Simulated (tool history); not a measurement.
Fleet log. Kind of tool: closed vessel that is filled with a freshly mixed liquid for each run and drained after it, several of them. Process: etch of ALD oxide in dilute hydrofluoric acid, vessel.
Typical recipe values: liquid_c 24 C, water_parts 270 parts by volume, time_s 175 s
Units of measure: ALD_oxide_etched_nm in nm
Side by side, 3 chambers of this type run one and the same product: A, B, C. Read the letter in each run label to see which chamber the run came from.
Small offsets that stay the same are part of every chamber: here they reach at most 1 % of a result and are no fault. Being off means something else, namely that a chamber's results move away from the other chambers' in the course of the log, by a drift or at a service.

run,hour,liquid_c,water_parts,time_s,"read-back film thickness of the ALD oxide reference wafer, read on the same gauge (nm)",ALD_oxide_etched_nm
1B,11.3,24,270,175,70.018,6.3635
2A,21.9,24,270,175,69.98,6.4093
3C,27.4,24,270,175,69.996,6.3938
4A,37.7,24,270,175,69.988,6.4183
5C,46.5,24,270,175,70.001,6.4352
6B,55.3,24,270,175,70.01,6.3609
7C,62.9,24,270,175,69.994,6.454
# hour 71.4: chamber A: thermometer replaced
8B,72.1,24,270,175,70.005,6.3713
9A,84.1,24,270,175,70.006,6.4782
10B,89.3,24,270,175,70.006,6.3931
11A,94.8,24,270,175,70.004,6.3911
12C,106.8,24,270,175,69.995,6.4096
13C,113.3,24,270,175,70.007,6.3879
14B,120.8,24,270,175,69.998,6.3882
# hour 123.1: chamber A: hydrofluoric acid flow meter replaced
15A,131.4,24,270,175,70.03,6.4764
# hour 134.3: chamber C: thermometer replaced
16C,138.4,24,270,175,69.988,6.3921
17A,148.9,24,270,220,69.989,8.0699
18B,157.9,24,270,220,70.008,7.9682
19A,163.3,24,270,220,70.01,8.0522
20B,173.7,24,270,175,69.999,6.3506
21C,182.1,24,270,175,70.021,6.407
22A,189.1,24,270,175,69.986,6.4171
23B,199.5,24,270,175,69.993,6.3678
24C,208.6,24,270,175,69.998,6.4293
25A,218,24,270,175,69.997,6.4371
26C,225.9,24,270,175,69.997,6.3903
27B,235.4,24,270,175,70.004,6.3154
28C,241.3,24,270,175,69.999,6.3814
29A,251.8,24,270,175,70.029,6.4122
30B,257.6,24,270,175,69.998,6.3265
31A,265.3,27.5,270,175,70.003,7.2936
32B,277.4,27.5,270,175,69.995,7.2046
33C,286,27.5,270,175,70.015,7.2088
34C,293,24,270,175,70.007,6.4009
35A,298.6,24,270,240,69.99,8.7902
36B,307.7,24,270,240,70.007,8.7675
37B,319.6,24,270,240,69.998,8.7889
38C,329.7,24,270,175,69.994,6.4212
39A,340.6,24,270,175,69.99,6.4288
40C,346.9,20,270,175,70.001,5.534
41A,354.2,20,270,175,69.99,5.5634

All 3 chambers run these settings next. Forecast each chamber's results:
42A,362.9,24,270,250,,?
42B,362.9,24,270,250,,?
42C,362.9,24,270,250,,?

run,ALD_oxide_etched_nm
42A,9.1794
42B,9.1645
42C,9.1156

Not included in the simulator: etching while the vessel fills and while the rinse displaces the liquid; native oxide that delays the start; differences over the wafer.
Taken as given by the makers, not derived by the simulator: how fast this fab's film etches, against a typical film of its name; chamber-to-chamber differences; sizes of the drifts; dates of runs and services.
